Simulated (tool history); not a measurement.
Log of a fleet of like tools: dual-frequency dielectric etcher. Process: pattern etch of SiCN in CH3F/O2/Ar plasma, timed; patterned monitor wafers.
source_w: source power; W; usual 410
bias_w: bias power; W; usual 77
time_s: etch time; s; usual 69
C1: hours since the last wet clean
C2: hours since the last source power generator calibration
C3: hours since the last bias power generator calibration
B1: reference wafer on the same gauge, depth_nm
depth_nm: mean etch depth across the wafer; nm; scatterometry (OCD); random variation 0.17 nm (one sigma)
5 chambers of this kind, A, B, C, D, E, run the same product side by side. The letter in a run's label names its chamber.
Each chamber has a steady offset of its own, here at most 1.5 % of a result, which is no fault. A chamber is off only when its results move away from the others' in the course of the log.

run 1E hour=10.2 | source_w=410 bias_w=77 time_s=69 | C1=262.3 C2=697.2 C3=2790.4 | B1=26.4 | depth_nm=27.051
run 2C hour=23.1 | source_w=410 bias_w=77 time_s=69 | C1=130.5 C2=1106.6 C3=257.7 | B1=26.403 | depth_nm=26.975
run 3A hour=33.6 | source_w=410 bias_w=77 time_s=69 | C1=89.3 C2=1315.2 C3=2216.7 | B1=26.388 | depth_nm=27.264
run 4B hour=41.8 | source_w=410 bias_w=77 time_s=69 | C1=207 C2=2140.7 C3=388.4 | B1=26.406 | depth_nm=26.667
run 5D hour=48.7 | source_w=410 bias_w=77 time_s=69 | C1=310.6 C2=1363.8 C3=1597.6 | B1=26.395 | depth_nm=26.733
run 6D hour=57.2 | source_w=410 bias_w=77 time_s=69 | C1=319.1 C2=1372.3 C3=1606.1 | B1=26.391 | depth_nm=26.726
run 7E hour=68.5 | source_w=350 bias_w=93 time_s=69 | C1=320.6 C2=755.5 C3=2848.7 | B1=26.398 | depth_nm=26.97
run 8A hour=79.2 | source_w=350 bias_w=93 time_s=69 | C1=134.9 C2=1360.8 C3=2262.3 | B1=26.405 | depth_nm=27.316
run 9C hour=92.1 | source_w=350 bias_w=93 time_s=69 | C1=199.5 C2=1175.6 C3=326.7 | B1=26.414 | depth_nm=27.165
run 10B hour=101.4 | source_w=350 bias_w=93 time_s=69 | C1=266.6 C2=2200.3 C3=448 | B1=26.379 | depth_nm=26.748
run 11D hour=111.7 | source_w=350 bias_w=93 time_s=69 | C1=373.6 C2=1426.8 C3=1660.6 | B1=26.394 | depth_nm=27.224
run 12B hour=122.8 | source_w=410 bias_w=77 time_s=69 | C1=288 C2=2221.7 C3=469.4 | B1=26.367 | depth_nm=26.62
run 13A hour=134.7 | source_w=410 bias_w=77 time_s=69 | C1=190.4 C2=1416.3 C3=2317.8 | B1=26.442 | depth_nm=26.888
run 14E hour=144.9 | source_w=410 bias_w=77 time_s=69 | C1=397 C2=831.9 C3=2925.1 | B1=26.387 | depth_nm=26.553
-- hour=145.2 chamber B: wet clean of the chamber
run 15C hour=150.8 | source_w=410 bias_w=65 time_s=81 | C1=258.2 C2=1234.3 C3=385.4 | B1=26.417 | depth_nm=29.813
run 16A hour=161.5 | source_w=410 bias_w=65 time_s=81 | C1=217.2 C2=1443.1 C3=2344.6 | B1=26.372 | depth_nm=29.953
run 17B hour=171.9 | source_w=410 bias_w=65 time_s=81 | C1=26.7 C2=2270.8 C3=518.5 | B1=26.433 | depth_nm=27.652
run 18D hour=178.9 | source_w=410 bias_w=65 time_s=81 | C1=440.8 C2=1494 C3=1727.8 | B1=26.38 | depth_nm=29.736
-- hour=179.1 chamber A: bias power generator calibrated
run 19E hour=190.1 | source_w=410 bias_w=65 time_s=81 | C1=442.2 C2=877.1 C3=2970.3 | B1=26.336 | depth_nm=29.442
run 20C hour=198 | source_w=410 bias_w=77 time_s=69 | C1=305.4 C2=1281.5 C3=432.6 | B1=26.433 | depth_nm=26.862
run 21E hour=208.5 | source_w=410 bias_w=77 time_s=60 | C1=460.6 C2=895.5 C3=2988.7 | B1=26.412 | depth_nm=23.401
run 22C hour=219.2 | source_w=410 bias_w=77 time_s=60 | C1=326.6 C2=1302.7 C3=453.8 | B1=26.436 | depth_nm=23.399
run 23B hour=229.7 | source_w=410 bias_w=77 time_s=60 | C1=84.5 C2=2328.6 C3=576.3 | B1=26.394 | depth_nm=21.765
-- hour=238.5 chamber D: bias power generator calibrated
run 24A hour=240.9 | source_w=410 bias_w=77 time_s=60 | C1=296.6 C2=1522.5 C3=61.8 | B1=26.414 | depth_nm=23.399
run 25D hour=248 | source_w=410 bias_w=77 time_s=60 | C1=509.9 C2=1563.1 C3=9.5 | B1=26.403 | depth_nm=23.241
run 26A hour=257.9 | source_w=410 bias_w=77 time_s=69 | C1=313.6 C2=1539.5 C3=78.8 | B1=26.397 | depth_nm=26.931
run 27B hour=265.5 | source_w=410 bias_w=77 time_s=69 | C1=120.3 C2=2364.4 C3=612.1 | B1=26.429 | depth_nm=25.179
run 28E hour=273.9 | source_w=370 bias_w=77 time_s=77 | C1=526 C2=960.9 C3=3054.1 | B1=26.427 | depth_nm=28.685
run 29D hour=284.5 | source_w=370 bias_w=77 time_s=77 | C1=546.4 C2=1599.6 C3=46 | B1=26.405 | depth_nm=29.114
run 30C hour=292.2 | source_w=370 bias_w=77 time_s=77 | C1=399.6 C2=1375.7 C3=526.8 | B1=26.411 | depth_nm=28.792
run 31C hour=305.2 | source_w=370 bias_w=77 time_s=77 | C1=412.6 C2=1388.7 C3=539.8 | B1=26.387 | depth_nm=28.553
run 32B hour=315.9 | source_w=370 bias_w=77 time_s=77 | C1=170.7 C2=2414.8 C3=662.5 | B1=26.397 | depth_nm=27.001
run 33D hour=322.2 | source_w=410 bias_w=77 time_s=69 | C1=584.1 C2=1637.3 C3=83.7 | B1=26.384 | depth_nm=26.781
run 34E hour=330.3 | source_w=410 bias_w=77 time_s=69 | C1=582.4 C2=1017.3 C3=3110.5 | B1=26.359 | depth_nm=26.851

Next, every chamber runs the same settings. What will each give?
run 35A hour=339.7 | source_w=410 bias_w=77 time_s=69 | depth_nm=?
run 35B hour=339.7 | source_w=410 bias_w=77 time_s=69 | depth_nm=?
run 35C hour=339.7 | source_w=410 bias_w=77 time_s=69 | depth_nm=?
run 35D hour=339.7 | source_w=410 bias_w=77 time_s=69 | depth_nm=?
run 35E hour=339.7 | source_w=410 bias_w=77 time_s=69 | depth_nm=?

run=35A depth_nm=26.94
run=35B depth_nm=25.072
run=35C depth_nm=26.631
run=35D depth_nm=26.8
run=35E depth_nm=26.856
